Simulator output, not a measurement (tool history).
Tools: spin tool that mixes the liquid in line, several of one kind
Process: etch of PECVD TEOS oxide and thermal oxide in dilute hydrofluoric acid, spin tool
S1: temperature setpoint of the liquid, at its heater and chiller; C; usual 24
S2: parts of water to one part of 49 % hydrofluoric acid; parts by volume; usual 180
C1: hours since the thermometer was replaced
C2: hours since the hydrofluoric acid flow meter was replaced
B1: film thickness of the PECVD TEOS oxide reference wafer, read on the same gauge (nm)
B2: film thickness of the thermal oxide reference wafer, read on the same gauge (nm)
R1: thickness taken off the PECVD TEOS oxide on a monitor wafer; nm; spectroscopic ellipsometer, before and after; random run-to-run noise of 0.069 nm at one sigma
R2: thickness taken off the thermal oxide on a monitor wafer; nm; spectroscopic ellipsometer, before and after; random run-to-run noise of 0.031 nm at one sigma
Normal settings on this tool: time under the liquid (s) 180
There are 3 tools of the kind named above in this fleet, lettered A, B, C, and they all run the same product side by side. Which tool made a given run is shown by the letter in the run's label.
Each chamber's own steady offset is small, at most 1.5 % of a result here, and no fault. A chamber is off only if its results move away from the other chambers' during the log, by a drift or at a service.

{"run": "1B", "day": 0.171, "S1": 24, "S2": 180, "time under the liquid (s)": 180, "C1": 1165.5, "C2": 393.9, "B1": 90.023, "B2": 99.996, "R1": 8.3643, "R2": 4.3666}
{"run": "2A", "day": 0.433, "S1": 24, "S2": 180, "time under the liquid (s)": 180, "C1": 1255.7, "C2": 1341.5, "B1": 90.019, "B2": 99.971, "R1": 8.4389, "R2": 4.2402}
{"run": "3C", "day": 0.721, "S1": 24, "S2": 180, "time under the liquid (s)": 180, "C1": 565.4, "C2": 790.7, "B1": 90.02, "B2": 100.01, "R1": 8.4121, "R2": 4.4165}
{"run": "4C", "day": 1.054, "S1": 24, "S2": 180, "time under the liquid (s)": 180, "C1": 573.4, "C2": 798.7, "B1": 90.01, "B2": 100, "R1": 8.3875, "R2": 4.3727}
{"run": "5B", "day": 1.258, "S1": 24, "S2": 180, "time under the liquid (s)": 180, "C1": 1191.6, "C2": 420, "B1": 90.005, "B2": 99.986, "R1": 8.5383, "R2": 4.3734}
{"run": "6A", "day": 1.496, "S1": 24, "S2": 180, "time under the liquid (s)": 180, "C1": 1281.2, "C2": 1367, "B1": 89.98, "B2": 100, "R1": 8.4491, "R2": 4.3055}
{"run": "7B", "day": 1.646, "S1": 26.5, "S2": 180, "time under the liquid (s)": 80, "C1": 1200.9, "C2": 429.3, "B1": 90.007, "B2": 100.01, "R1": 4.1356, "R2": 2.1277}
{"run": "8A", "day": 1.929, "S1": 26.5, "S2": 180, "time under the liquid (s)": 80, "C1": 1291.6, "C2": 1377.4, "B1": 90.001, "B2": 100, "R1": 4.1343, "R2": 2.1075}
{"run": "9C", "day": 2.221, "S1": 26.5, "S2": 180, "time under the liquid (s)": 80, "C1": 601.4, "C2": 826.7, "B1": 89.996, "B2": 100.03, "R1": 4.0675, "R2": 2.1594}
{"run": "10C", "day": 2.529, "S1": 24, "S2": 180, "time under the liquid (s)": 180, "C1": 608.8, "C2": 834.1, "B1": 90.025, "B2": 99.998, "R1": 8.3522, "R2": 4.3978}
{"run": "11A", "day": 2.717, "S1": 24, "S2": 180, "time under the liquid (s)": 180, "C1": 1310.5, "C2": 1396.3, "B1": 89.99, "B2": 99.993, "R1": 8.3897, "R2": 4.2764}
{"run": "12B", "day": 2.971, "S1": 24, "S2": 180, "time under the liquid (s)": 180, "C1": 1232.7, "C2": 461.1, "B1": 90.002, "B2": 100, "R1": 8.6599, "R2": 4.4872}
{"run": "13C", "day": 3.162, "S1": 24, "S2": 180, "time under the liquid (s)": 180, "C1": 624, "C2": 849.3, "B1": 89.977, "B2": 100.03, "R1": 8.5187, "R2": 4.3589}
{"run": "14A", "day": 3.362, "S1": 24, "S2": 180, "time under the liquid (s)": 180, "C1": 1326, "C2": 1411.8, "B1": 89.988, "B2": 100.02, "R1": 8.4488, "R2": 4.2836}
{"run": "15B", "day": 3.604, "S1": 24, "S2": 180, "time under the liquid (s)": 180, "C1": 1247.9, "C2": 476.3, "B1": 89.988, "B2": 100, "R1": 8.719, "R2": 4.4935}
{"run": "16A", "day": 3.896, "S1": 24, "S2": 180, "time under the liquid (s)": 180, "C1": 1338.8, "C2": 1424.6, "B1": 89.978, "B2": 100, "R1": 8.3096, "R2": 4.3459}
{"day": 3.971, "done": "chamber A: thermometer replaced"}
{"run": "17B", "day": 4.112, "S1": 24, "S2": 180, "time under the liquid (s)": 180, "C1": 1260.1, "C2": 488.5, "B1": 89.98, "B2": 100.02, "R1": 8.8366, "R2": 4.5721}
{"run": "18C", "day": 4.325, "S1": 24, "S2": 95, "time under the liquid (s)": 140, "C1": 651.9, "C2": 877.2, "B1": 89.98, "B2": 100.01, "R1": 13.841, "R2": 7.0656}
{"run": "19B", "day": 4.662, "S1": 24, "S2": 95, "time under the liquid (s)": 140, "C1": 1273.3, "C2": 501.7, "B1": 89.985, "B2": 99.988, "R1": 14.358, "R2": 7.4254}
{"run": "20A", "day": 4.862, "S1": 24, "S2": 95, "time under the liquid (s)": 140, "C1": 21.5, "C2": 1447.8, "B1": 90.008, "B2": 100.02, "R1": 13.964, "R2": 7.1396}
{"run": "21C", "day": 5.129, "S1": 24, "S2": 180, "time under the liquid (s)": 180, "C1": 671.2, "C2": 896.5, "B1": 90.014, "B2": 99.995, "R1": 8.4181, "R2": 4.389}
{"run": "22A", "day": 5.371, "S1": 24, "S2": 180, "time under the liquid (s)": 180, "C1": 33.7, "C2": 1460, "B1": 90.025, "B2": 99.987, "R1": 8.4145, "R2": 4.2649}

Each of the 3 chambers runs these same settings next. Fill in every chamber's results:
{"run": "23A", "day": 5.621, "S1": 20.5, "S2": 180, "time under the liquid (s)": 180, "R1": "?", "R2": "?"}
{"run": "23B", "day": 5.621, "S1": 20.5, "S2": 180, "time under the liquid (s)": 180, "R1": "?", "R2": "?"}
{"run": "23C", "day": 5.621, "S1": 20.5, "S2": 180, "time under the liquid (s)": 180, "R1": "?", "R2": "?"}

run=23A R1=7.4072 R2=3.7762
run=23B R1=8.0199 R2=4.1267
run=23C R1=7.3964 R2=3.8649
